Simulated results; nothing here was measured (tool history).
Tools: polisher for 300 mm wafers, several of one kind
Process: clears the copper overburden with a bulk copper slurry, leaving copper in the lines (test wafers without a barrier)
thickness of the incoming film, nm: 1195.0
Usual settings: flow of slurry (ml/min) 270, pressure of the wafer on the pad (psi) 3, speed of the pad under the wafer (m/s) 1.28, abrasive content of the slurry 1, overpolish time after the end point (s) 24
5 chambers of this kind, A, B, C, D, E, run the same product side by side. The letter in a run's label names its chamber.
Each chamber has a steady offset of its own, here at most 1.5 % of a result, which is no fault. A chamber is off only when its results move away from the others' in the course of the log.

| run | hour | flow of slurry (ml/min) | pressure of the wafer on the pad (psi) | speed of the pad under the wafer (m/s) | abrasive content of the slurry | overpolish time after the end point (s) | time until the end point was called (s) | dishing of a wide line in a test structure (Å) |
|---|---|---|---|---|---|---|---|---|
|  | 1.2 | chamber D: worn pad replaced by a new one |
|  | 7.5 | chamber E: worn pad replaced by a new one |
|  | 10.6 | chamber C: worn pad replaced by a new one |
| 1A | 10.8 | 270 | 3 | 1.28 | 1 | 24 | 91.386 | 1013.9 |
| 2C | 20.9 | 270 | 3 | 1.28 | 1 | 24 | 93.43 | 1071.1 |
|  | 24.8 | chamber A: worn pad replaced by a new one |
|  | 28 | chamber B: worn pad replaced by a new one |
| 3D | 35.6 | 270 | 3 | 1.28 | 1 | 24 | 94.444 | 1011 |
| 4E | 46.7 | 270 | 3 | 1.28 | 1 | 24 | 90.855 | 1033 |
| 5B | 62.8 | 270 | 3 | 1.28 | 1 | 24 | 94.416 | 1016.1 |
| 6E | 70 | 270 | 3 | 1.28 | 1 | 24 | 90.517 | 1017.8 |
| 7B | 77.8 | 270 | 3 | 1.46 | 1 | 37 | 81.965 | 1148.8 |
| 8D | 87.3 | 270 | 3 | 1.46 | 1 | 37 | 81.183 | 1159.5 |
|  | 95.1 | chamber C: worn pad replaced by a new one |
| 9C | 101.7 | 270 | 3 | 1.46 | 1 | 37 | 80.779 | 1115.9 |
|  | 104.5 | chamber B: slurry blender recalibrated |
|  | 108.4 | chamber C: slurry blender recalibrated |
|  | 110 | chamber E: worn pad replaced by a new one |
| 10A | 115.6 | 270 | 3 | 1.46 | 1 | 37 | 80.653 | 1108.5 |
|  | 119.6 | chamber C: slurry nozzle cleaned |
|  | 127.1 | chamber D: worn pad replaced by a new one |
| 11B | 127.5 | 270 | 3 | 1.46 | 1 | 37 | 82.905 | 1146.7 |
|  | 129.1 | chamber D: slurry nozzle cleaned |
|  | 137.1 | chamber D: slurry blender recalibrated |
| 12C | 137.8 | 270 | 3 | 1.28 | 1 | 24 | 92.468 | 1003.9 |
| 13A | 147.9 | 270 | 3 | 1.28 | 1 | 24 | 92.45 | 1034.1 |
|  | 154.6 | chamber A: slurry blender recalibrated |
| 14D | 160.2 | 270 | 3 | 1.28 | 1 | 24 | 94.1 | 1019.1 |
|  | 160.5 | chamber B: worn pad replaced by a new one |
| 15E | 171 | 270 | 3 | 1.28 | 1 | 24 | 91.083 | 1008.3 |
|  | 172.3 | chamber C: worn pad replaced by a new one |
|  | 177.5 | chamber A: worn pad replaced by a new one |
| 16E | 179.5 | 270 | 3 | 1.28 | 1 | 24 | 93.264 | 1025.8 |
|  | 182.3 | chamber E: slurry blender recalibrated |
| 17A | 192.7 | 270 | 3 | 1.28 | 1 | 24 | 93.45 | 1016.9 |
| 18C | 204.1 | 270 | 3 | 1.28 | 1 | 24 | 92.244 | 1033.6 |
| 19D | 212.6 | 270 | 3 | 1.28 | 1 | 24 | 94.392 | 1029.7 |
| 20B | 219.7 | 270 | 3 | 1.1 | 1.3 | 24 | 104.93 | 1043.7 |
|  | 226 | chamber E: worn pad replaced by a new one |
| 21A | 228.8 | 270 | 3 | 1.1 | 1.3 | 24 | 101.61 | 988.65 |
|  | 236.4 | chamber A: slurry nozzle cleaned |
| 22C | 238 | 270 | 3 | 1.1 | 1.3 | 24 | 101.16 | 996.78 |
| 23D | 250.1 | 270 | 3 | 1.1 | 1.3 | 24 | 102.9 | 985.35 |
|  | 251.9 | chamber D: worn pad replaced by a new one |
| 24E | 257.1 | 270 | 3 | 1.1 | 1.3 | 24 | 101.98 | 1004.5 |
|  | 266.7 | chamber C: worn pad replaced by a new one |
| 25B | 267.6 | 270 | 3 | 1.28 | 1 | 24 | 91.691 | 1070.1 |
|  | 270.4 | chamber B: slurry blender recalibrated |
|  | 277.2 | chamber C: head pressure recalibrated |
| 26C | 278.2 | 270 | 3 | 1.28 | 1 | 24 | 102.96 | 929.31 |
| 27B | 288.5 | 190 | 3 | 1.48 | 1 | 24 | 82.382 | 1122.5 |
|  | 298.9 | chamber B: worn pad replaced by a new one |
|  | 299.8 | chamber A: worn pad replaced by a new one |
|  | 303 | chamber D: slurry blender recalibrated |
| 28D | 304.1 | 190 | 3 | 1.48 | 1 | 24 | 84.127 | 1084.2 |
|  | 307.5 | chamber E: head pressure recalibrated |
| 29E | 312.9 | 190 | 3 | 1.48 | 1 | 24 | 84.569 | 1087.7 |
| 30A | 328.3 | 190 | 3 | 1.48 | 1 | 24 | 85.582 | 1093.8 |
|  | 335.5 | chamber E: worn pad replaced by a new one |
| 31B | 339.7 | 190 | 3 | 1.48 | 1 | 24 | 82.012 | 1034.6 |
|  | 343.4 | chamber D: slurry nozzle cleaned |
| 32D | 347.7 | 270 | 3 | 1.28 | 1 | 24 | 93.215 | 1053.3 |
|  | 356.5 | chamber D: worn pad replaced by a new one |
| 33A | 358.4 | 270 | 3 | 1.28 | 1 | 24 | 91.803 | 1036.7 |
|  | 365.2 | chamber C: worn pad replaced by a new one |
| 34E | 368 | 270 | 3 | 1.02 | 1 | 24 | 115.69 | 977.13 |
|  | 376 | chamber E: slurry nozzle cleaned |
| 35C | 379.7 | 270 | 3 | 1.02 | 1 | 24 | 128.62 | 922.09 |
| 36B | 391.1 | 270 | 3 | 1.02 | 1 | 24 | 116.74 | 949.57 |
| 37D | 399.7 | 270 | 3 | 1.02 | 1 | 24 | 114.42 | 938.63 |
| 38E | 408.8 | 270 | 3 | 1.02 | 1 | 24 | 116.57 | 955.24 |
|  | 410.8 | chamber B: worn pad replaced by a new one |
| 39A | 416.8 | 270 | 3 | 1.28 | 1 | 24 | 95.112 | 983.69 |
| 40C | 429.4 | 270 | 3 | 0.86 | 1 | 24 | 151.02 | 855.25 |
| 41B | 437.4 | 270 | 3 | 0.86 | 1 | 24 | 137.7 | 886.05 |
|  | 444.6 | chamber C: slurry blender recalibrated |
| 42C | 448.1 | 270 | 3 | 0.86 | 1 | 24 | 149.74 | 798.34 |

Next, every chamber runs the same settings. What will each give?
| 43A | 459.6 | 270 | 3 | 1.1 | 1 | 24 | ? | ? |
| 43B | 459.6 | 270 | 3 | 1.1 | 1 | 24 | ? | ? |
| 43C | 459.6 | 270 | 3 | 1.1 | 1 | 24 | ? | ? |
| 43D | 459.6 | 270 | 3 | 1.1 | 1 | 24 | ? | ? |
| 43E | 459.6 | 270 | 3 | 1.1 | 1 | 24 | ? | ? |

| run | time until the end point was called (s) | dishing of a wide line in a test structure (Å) |
|---|---|---|
| 43A | 109.96 | 947.9 |
| 43B | 107.57 | 1013.1 |
| 43C | 119.39 | 947.57 |
| 43D | 109.89 | 999.01 |
| 43E | 105.86 | 967.72 |
